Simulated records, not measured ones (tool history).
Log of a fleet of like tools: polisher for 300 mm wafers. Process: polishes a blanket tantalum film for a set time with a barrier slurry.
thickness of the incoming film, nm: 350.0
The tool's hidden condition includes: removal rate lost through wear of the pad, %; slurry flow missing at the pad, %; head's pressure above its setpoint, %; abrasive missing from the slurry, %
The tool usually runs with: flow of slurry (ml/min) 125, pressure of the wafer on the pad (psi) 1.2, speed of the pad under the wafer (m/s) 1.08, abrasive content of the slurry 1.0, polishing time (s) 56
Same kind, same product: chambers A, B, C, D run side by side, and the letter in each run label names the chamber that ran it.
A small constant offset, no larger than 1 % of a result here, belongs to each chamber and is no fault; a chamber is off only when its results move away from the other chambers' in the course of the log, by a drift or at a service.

run   hour  flow of slurry (ml/min)  pressure of the wafer on the pad (psi)  speed of the pad under the wafer (m/s)  abrasive content of the slurry  polishing time (s)  wafers polished on this pad  hours since the slurry nozzle was cleaned  hours since the head pressure was calibrated  hours since the slurry blender was calibrated  film removed (nm)
       4.1  -- chamber A: worn pad replaced by a new one
 1A   12.6                      125                                     1.2                                    1.08                             1.0                  56                           60                                      275.4                                         795.5                                           61.5             69.937
 2D   18.7                      125                                     1.2                                    1.08                             1.0                  56                          794                                      137.4                                         678.8                                          182.2             69.201
      23.0  -- chamber D: worn pad replaced by a new one
      23.2  -- chamber C: worn pad replaced by a new one
      25.2  -- chamber C: slurry blender recalibrated
 3B   28.9                      125                                     1.2                                    1.08                             1.0                  56                          462                                      579.4                                         812.6                                          314.8             69.709
      31.0  -- chamber B: worn pad replaced by a new one
      31.6  -- chamber D: slurry blender recalibrated
      34.6  -- chamber B: slurry nozzle cleaned
 4C   36.8                      125                                     1.2                                    1.08                             1.0                  56                           97                                      439.2                                          78.3                                           11.7             69.347
 5D   45.9                      125                                     1.2                                    1.08                             1.0                  70                          163                                      164.6                                         706.0                                           14.4             88.105
 6A   54.6                      125                                     1.2                                    1.08                             1.0                  70                          359                                      317.4                                         837.5                                          103.5             87.669
      57.2  -- chamber B: head pressure recalibrated
 7C   63.1                      125                                     1.2                                    1.08                             1.0                  70                          284                                      465.5                                         104.6                                           38.0             86.236
 8B   72.1                      125                                     1.2                                    1.08                             1.0                  70                          292                                       37.5                                          14.9                                          358.0             87.542
 9B   83.7                      125                                     0.8                                    1.08                             1.0                  56                          375                                       49.1                                          26.5                                          369.6             47.180
      89.6  -- chamber A: slurry nozzle cleaned
10D   93.7                      125                                     0.8                                    1.08                             1.0                  56                          503                                      212.4                                         753.8                                           62.2             46.732
      96.7  -- chamber A: worn pad replaced by a new one
     102.5  -- chamber B: worn pad replaced by a new one
11C  103.4                      125                                     0.8                                    1.08                             1.0                  56                          570                                      505.8                                         144.9                                           78.3             46.536
     105.4  -- chamber C: worn pad replaced by a new one
12A  112.7                      125                                     0.8                                    1.08                             1.0                  56                          114                                       23.1                                         895.6                                          161.6             46.271
13B  122.4                      125                                     1.2                                    1.08                             1.2                  50                          142                                       87.8                                          65.2                                          408.3             65.618
14C  131.5                      125                                     1.2                                    1.08                             1.2                  50                          185                                      533.9                                         173.0                                          106.4             64.989
15D  141.9                      125                                     1.2                                    1.08                             1.2                  50                          846                                      260.6                                         802.0                                          110.4             65.785
16A  148.6                      125                                     1.2                                    1.08                             1.2                  50                          369                                       59.0                                         931.5                                          197.5             66.228
     150.7  -- chamber D: worn pad replaced by a new one
17D  155.2                      125                                     1.2                                    1.08                             1.0                  56                           32                                      273.9                                         815.3                                          123.7             70.638
     157.4  -- chamber D: head pressure recalibrated
18A  162.4                      125                                     1.2                                    1.08                             1.0                  56                          467                                       72.8                                         945.3                                          211.3             68.730
     172.0  -- chamber B: slurry blender recalibrated
     172.5  -- chamber B: worn pad replaced by a new one
19B  173.9                      125                                     1.2                                    1.08                             1.0                  56                           10                                      139.3                                         116.7                                            1.9             71.180
20C  181.6                      125                                     1.2                                    1.08                             1.0                  56                          542                                      584.0                                         223.1                                          156.5             69.501
     182.0  -- chamber C: worn pad replaced by a new one
     191.1  -- chamber D: slurry nozzle cleaned
21A  194.1                      125                                     1.2                                    1.08                             1.0                  56                          693                                      104.5                                         977.0                                          243.0             69.461
     203.6  -- chamber A: worn pad replaced by a new one
22B  206.5                      125                                     1.2                                    1.08                             1.0                  56                          242                                      171.9                                         149.3                                           34.5             70.239
23D  219.1                      125                                     1.2                                    1.08                             1.0                  56                          487                                       28.0                                          61.8                                          187.6             70.173
24C  227.8                      125                                     1.2                                    1.08                             1.0                  56                          326                                      630.2                                         269.3                                          202.7             68.459
25D  236.5                      125                                     1.2                                    1.08                             1.0                  56                          610                                       45.4                                          79.2                                          205.0             69.871
26A  244.7                      125                                     1.2                                    1.08                             1.0                  56                          292                                      155.1                                        1027.6                                          293.6             68.700
     250.5  -- chamber B: worn pad replaced by a new one
     254.4  -- chamber D: slurry blender recalibrated
27C  255.2                      125                                     1.2                                    1.08                             1.0                  56                          520                                      657.6                                         296.7                                          230.1             70.284
     257.7  -- chamber C: worn pad replaced by a new one
28B  263.1                      125                                     1.2                                    1.08                             1.0                  56                           89                                      228.5                                         205.9                                           91.1             70.650
29D  274.9                      125                                     1.2                                    1.08                             1.0                  56                          884                                       83.8                                         117.6                                           20.5             69.162
     277.4  -- chamber D: worn pad replaced by a new one
30B  284.6                      125                                     1.2                                    1.08                             1.0                  56                          242                                      250.0                                         227.4                                          112.6             69.721
     290.5  -- chamber A: worn pad replaced by a new one
31C  295.9                      125                                     0.9                                    1.34                             1.0                  56                          271                                      698.3                                         337.4                                          270.8             65.777
     302.6  -- chamber C: slurry nozzle cleaned
32A  302.7                      125                                     0.9                                    1.34                             1.0                  56                           87                                      213.1                                        1085.6                                          351.6             61.525
33D  312.6                      125                                     0.9                                    1.34                             1.0                  56                          250                                      121.5                                         155.3                                           58.2             65.542
     319.2  -- chamber B: worn pad replaced by a new one
34A  326.1                      125                                     0.9                                    1.34                             1.0                  56                          253                                      236.5                                        1109.0                                          375.0             61.202
35C  337.5                      125                                     1.2                                    1.08                             1.0                  56                          567                                       34.9                                         379.0                                          312.4             69.489
36B  350.2                      125                                     1.4                                    1.08                             1.0                  56                          220                                      315.6                                         293.0                                          178.2             81.482

Each of the 4 chambers runs these same settings next. Fill in every chamber's results:
37A  360.2                      155                                     1.2                                    1.08                             1.0                  56                                                                                                                                                                                       ?
37B  360.2                      155                                     1.2                                    1.08                             1.0                  56                                                                                                                                                                                       ?
37C  360.2                      155                                     1.2                                    1.08                             1.0                  56                                                                                                                                                                                       ?
37D  360.2                      155                                     1.2                                    1.08                             1.0                  56                                                                                                                                                                                       ?

run  film removed (nm)
37A             67.526
37B             72.389
37C             71.799
37D             73.292
